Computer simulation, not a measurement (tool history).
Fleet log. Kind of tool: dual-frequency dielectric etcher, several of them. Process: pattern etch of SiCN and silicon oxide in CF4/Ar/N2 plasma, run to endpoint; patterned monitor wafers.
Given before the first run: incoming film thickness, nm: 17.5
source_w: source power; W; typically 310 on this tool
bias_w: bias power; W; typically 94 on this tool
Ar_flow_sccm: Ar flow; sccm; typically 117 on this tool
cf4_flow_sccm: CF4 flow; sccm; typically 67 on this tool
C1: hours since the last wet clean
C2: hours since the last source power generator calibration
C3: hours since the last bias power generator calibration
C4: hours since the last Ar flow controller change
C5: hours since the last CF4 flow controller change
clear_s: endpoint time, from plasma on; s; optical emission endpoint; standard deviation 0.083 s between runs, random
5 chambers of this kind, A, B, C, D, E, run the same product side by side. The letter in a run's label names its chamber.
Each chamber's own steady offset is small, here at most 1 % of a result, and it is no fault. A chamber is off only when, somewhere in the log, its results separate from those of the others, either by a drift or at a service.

run 1B hour=2.8 | source_w=310 bias_w=94 Ar_flow_sccm=117 cf4_flow_sccm=67 | C1=118.9 C2=2897.2 C3=2418.4 C4=174.7 C5=1511.5 | clear_s=26.622
run 2C hour=6.5 | source_w=310 bias_w=94 Ar_flow_sccm=117 cf4_flow_sccm=67 | C1=253.6 C2=1663.3 C3=2782.4 C4=610.9 C5=2860.7 | clear_s=26.252
run 3E hour=8.7 | source_w=310 bias_w=94 Ar_flow_sccm=117 cf4_flow_sccm=67 | C1=33.2 C2=183.2 C3=4712.2 C4=795.7 C5=2094.8 | clear_s=26.2
run 4A hour=13.7 | source_w=310 bias_w=94 Ar_flow_sccm=117 cf4_flow_sccm=67 | C1=199.2 C2=158.8 C3=3675.3 C4=1382 C5=1001.3 | clear_s=26.198
run 5D hour=17.4 | source_w=310 bias_w=94 Ar_flow_sccm=117 cf4_flow_sccm=67 | C1=107.3 C2=3967.6 C3=3373.5 C4=3582.2 C5=1887.9 | clear_s=26.414
run 6A hour=21.3 | source_w=310 bias_w=94 Ar_flow_sccm=117 cf4_flow_sccm=54 | C1=206.8 C2=166.4 C3=3682.9 C4=1389.6 C5=1008.9 | clear_s=27.033
run 7C hour=25 | source_w=310 bias_w=94 Ar_flow_sccm=117 cf4_flow_sccm=54 | C1=272.1 C2=1681.8 C3=2800.9 C4=629.4 C5=2879.2 | clear_s=27.138
run 8E hour=27.6 | source_w=310 bias_w=94 Ar_flow_sccm=117 cf4_flow_sccm=54 | C1=52.1 C2=202.1 C3=4731.1 C4=814.6 C5=2113.7 | clear_s=26.804
run 9B hour=32.2 | source_w=310 bias_w=94 Ar_flow_sccm=117 cf4_flow_sccm=54 | C1=148.3 C2=2926.6 C3=2447.8 C4=204.1 C5=1540.9 | clear_s=27.453
run 10D hour=35.8 | source_w=310 bias_w=94 Ar_flow_sccm=117 cf4_flow_sccm=54 | C1=125.7 C2=3986 C3=3391.9 C4=3600.6 C5=1906.3 | clear_s=27.456
run 11C hour=39.6 | source_w=310 bias_w=94 Ar_flow_sccm=117 cf4_flow_sccm=67 | C1=286.7 C2=1696.4 C3=2815.5 C4=644 C5=2893.8 | clear_s=26.312
run 12B hour=43.7 | source_w=310 bias_w=94 Ar_flow_sccm=117 cf4_flow_sccm=67 | C1=159.8 C2=2938.1 C3=2459.3 C4=215.6 C5=1552.4 | clear_s=26.599
run 13E hour=48.1 | source_w=310 bias_w=94 Ar_flow_sccm=117 cf4_flow_sccm=67 | C1=72.6 C2=222.6 C3=4751.6 C4=835.1 C5=2134.2 | clear_s=26.195
run 14D hour=50.8 | source_w=310 bias_w=94 Ar_flow_sccm=117 cf4_flow_sccm=67 | C1=140.7 C2=4001 C3=3406.9 C4=3615.6 C5=1921.3 | clear_s=26.42
run 15A hour=55.3 | source_w=310 bias_w=94 Ar_flow_sccm=117 cf4_flow_sccm=67 | C1=240.8 C2=200.4 C3=3716.9 C4=1423.6 C5=1042.9 | clear_s=26.301
run 16E hour=58.2 | source_w=310 bias_w=94 Ar_flow_sccm=117 cf4_flow_sccm=67 | C1=82.7 C2=232.7 C3=4761.7 C4=845.2 C5=2144.3 | clear_s=26.132
run 17D hour=62.9 | source_w=310 bias_w=94 Ar_flow_sccm=117 cf4_flow_sccm=67 | C1=152.8 C2=4013.1 C3=3419 C4=3627.7 C5=1933.4 | clear_s=26.512
run 18C hour=66.9 | source_w=310 bias_w=94 Ar_flow_sccm=117 cf4_flow_sccm=67 | C1=314 C2=1723.7 C3=2842.8 C4=671.3 C5=2921.1 | clear_s=26.145
-- hour=67.3 chamber E: bias power generator calibrated
run 19A hour=70.9 | source_w=310 bias_w=94 Ar_flow_sccm=117 cf4_flow_sccm=67 | C1=256.4 C2=216 C3=3732.5 C4=1439.2 C5=1058.5 | clear_s=26.352
run 20B hour=74 | source_w=310 bias_w=94 Ar_flow_sccm=117 cf4_flow_sccm=67 | C1=190.1 C2=2968.4 C3=2489.6 C4=245.9 C5=1582.7 | clear_s=26.74
run 21E hour=76.5 | source_w=310 bias_w=94 Ar_flow_sccm=117 cf4_flow_sccm=56 | C1=101 C2=251 C3=9.3 C4=863.5 C5=2162.6 | clear_s=26.889
-- hour=78.6 chamber D: source power generator calibrated
run 22D hour=80.4 | source_w=310 bias_w=94 Ar_flow_sccm=117 cf4_flow_sccm=56 | C1=170.3 C2=1.8 C3=3436.5 C4=3645.2 C5=1950.9 | clear_s=27.199
run 23B hour=84.9 | source_w=310 bias_w=94 Ar_flow_sccm=117 cf4_flow_sccm=56 | C1=201 C2=2979.3 C3=2500.5 C4=256.8 C5=1593.6 | clear_s=27.23
-- hour=89.6 chamber C: wet clean of the chamber
run 24A hour=89.8 | source_w=310 bias_w=94 Ar_flow_sccm=117 cf4_flow_sccm=56 | C1=275.3 C2=234.9 C3=3751.4 C4=1458.1 C5=1077.4 | clear_s=27.019
run 25C hour=94.9 | source_w=310 bias_w=94 Ar_flow_sccm=117 cf4_flow_sccm=56 | C1=5.4 C2=1751.7 C3=2870.8 C4=699.3 C5=2949.1 | clear_s=26.895
run 26E hour=99.2 | source_w=310 bias_w=94 Ar_flow_sccm=117 cf4_flow_sccm=67 | C1=123.7 C2=273.7 C3=32 C4=886.2 C5=2185.3 | clear_s=26.157
run 27A hour=103.9 | source_w=310 bias_w=94 Ar_flow_sccm=117 cf4_flow_sccm=67 | C1=289.4 C2=249 C3=3765.5 C4=1472.2 C5=1091.5 | clear_s=26.311
run 28B hour=108.9 | source_w=310 bias_w=94 Ar_flow_sccm=117 cf4_flow_sccm=67 | C1=225 C2=3003.3 C3=2524.5 C4=280.8 C5=1617.6 | clear_s=26.773
run 29C hour=111.6 | source_w=310 bias_w=94 Ar_flow_sccm=117 cf4_flow_sccm=67 | C1=22.1 C2=1768.4 C3=2887.5 C4=716 C5=2965.8 | clear_s=26.435
run 30D hour=115.6 | source_w=310 bias_w=94 Ar_flow_sccm=117 cf4_flow_sccm=67 | C1=205.5 C2=37 C3=3471.7 C4=3680.4 C5=1986.1 | clear_s=26.522
run 31A hour=119 | source_w=310 bias_w=82 Ar_flow_sccm=117 cf4_flow_sccm=67 | C1=304.5 C2=264.1 C3=3780.6 C4=1487.3 C5=1106.6 | clear_s=27.551
run 32C hour=122.8 | source_w=310 bias_w=82 Ar_flow_sccm=117 cf4_flow_sccm=67 | C1=33.3 C2=1779.6 C3=2898.7 C4=727.2 C5=2977 | clear_s=27.805
run 33B hour=126.2 | source_w=310 bias_w=82 Ar_flow_sccm=117 cf4_flow_sccm=67 | C1=242.3 C2=3020.6 C3=2541.8 C4=298.1 C5=1634.9 | clear_s=27.958
run 34E hour=128.9 | source_w=310 bias_w=82 Ar_flow_sccm=117 cf4_flow_sccm=67 | C1=153.4 C2=303.4 C3=61.7 C4=915.9 C5=2215 | clear_s=27.685

The same settings go to every chamber for the next run, one line per chamber below. Forecast the results for each:
run 35A hour=132.6 | source_w=310 bias_w=94 Ar_flow_sccm=117 cf4_flow_sccm=59 | clear_s=?
run 35B hour=132.6 | source_w=310 bias_w=94 Ar_flow_sccm=117 cf4_flow_sccm=59 | clear_s=?
run 35C hour=132.6 | source_w=310 bias_w=94 Ar_flow_sccm=117 cf4_flow_sccm=59 | clear_s=?
run 35D hour=132.6 | source_w=310 bias_w=94 Ar_flow_sccm=117 cf4_flow_sccm=59 | clear_s=?
run 35E hour=132.6 | source_w=310 bias_w=94 Ar_flow_sccm=117 cf4_flow_sccm=59 | clear_s=?

run=35A clear_s=26.826
run=35B clear_s=27.208
run=35C clear_s=26.85
run=35D clear_s=26.916
run=35E clear_s=26.793
